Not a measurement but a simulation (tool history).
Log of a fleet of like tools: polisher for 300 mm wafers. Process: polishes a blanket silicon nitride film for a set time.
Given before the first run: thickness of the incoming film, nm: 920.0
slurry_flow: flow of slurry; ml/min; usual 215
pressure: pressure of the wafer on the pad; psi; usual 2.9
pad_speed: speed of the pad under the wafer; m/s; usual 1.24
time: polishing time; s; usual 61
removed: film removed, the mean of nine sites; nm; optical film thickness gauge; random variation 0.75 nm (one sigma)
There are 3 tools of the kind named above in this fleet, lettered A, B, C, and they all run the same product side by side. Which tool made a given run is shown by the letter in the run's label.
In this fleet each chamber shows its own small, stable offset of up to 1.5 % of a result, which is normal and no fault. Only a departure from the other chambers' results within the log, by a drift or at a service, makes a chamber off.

run   hour  slurry_flow  pressure  pad_speed  time  wafers polished on this pad  hours since the slurry nozzle was cleaned  hours since the head pressure was calibrated  removed
 1A    6.5          215       2.9       1.24    61                          766                                       97.6                                         444.2   101.97
 2C   13.1          215       2.9       1.24    61                          878                                        353                                         556.2   103.13
 3B   24.2          215       2.9       1.24    61                          888                                      119.2                                         380.1   100.26
        26  -- chamber C: worn pad replaced by a new one
 4B   38.1          215       2.9       1.24    61                          999                                      133.1                                           394   101.46
 5C     48          215       2.9       1.24    61                          176                                      387.9                                         591.1   103.32
 6A   60.1          215       2.9       1.24    61                         1195                                      151.2                                         497.8   101.58
 7C   74.2          215       3.4       0.98    61                          385                                      414.1                                         617.3   100.31
      79.2  -- chamber B: head pressure recalibrated
      81.1  -- chamber B: worn pad replaced by a new one
 8A   87.8          215       3.4       0.98    61                         1417                                      178.9                                         525.5    97.47
      88.2  -- chamber A: worn pad replaced by a new one
 9B  101.8          215       3.4       0.98    61                          166                                      196.8                                          22.7   96.606
10B    113          215       2.9       1.24    61                          255                                        208                                          33.9   99.879
11C  120.1          285       2.9       1.24    47                          753                                        460                                         663.2   80.918
12A  129.5          285       2.9       1.24    47                          331                                      220.6                                         567.2   80.417
     136.7  -- chamber C: worn pad replaced by a new one
13A  138.7          285       2.9       1.24    47                          404                                      229.8                                         576.4   80.255
14C  151.9          160       2.3       1.24    61                          121                                      491.8                                           695   77.866
15B  160.2          160       2.3       1.24    61                          633                                      255.2                                          81.1   74.516
16C  171.5          160       2.3       1.24    61                          278                                      511.4                                         714.6   76.878
17A  183.6          215       2.9       1.24    61                          764                                      274.7                                         621.3   100.23
18B  191.5          215       2.9       1.24    61                          884                                      286.5                                         112.4   97.072
19A  201.5          215       2.4       1.24    61                          907                                      292.6                                         639.2   83.488
     213.5  -- chamber B: worn pad replaced by a new one
20B  214.4          215       2.4       1.24    61                            7                                      309.4                                         135.3   79.849
     227.2  -- chamber C: head pressure recalibrated
21C  228.3          215       2.4       1.24    61                          733                                      568.2                                           1.2   83.233
22B  241.3          215       2.9       1.24    61                          223                                      336.3                                         162.2   94.316
23C  248.7          215       2.9       1.24    61                          896                                      588.6                                          21.6   102.73
       256  -- chamber A: worn pad replaced by a new one
24A  262.1          215       2.9       1.24    61                           48                                      353.2                                         699.8   101.82

Next, all 3 chambers run the settings below, one line each with question marks for the results. What does each chamber give?
25A  272.2          215       2.9       1.24    81                                                                                                                              ?
25B  272.2          215       2.9       1.24    81                                                                                                                              ?
25C  272.2          215       2.9       1.24    81                                                                                                                              ?

run  removed
25A   134.34
25B   123.84
25C   134.28
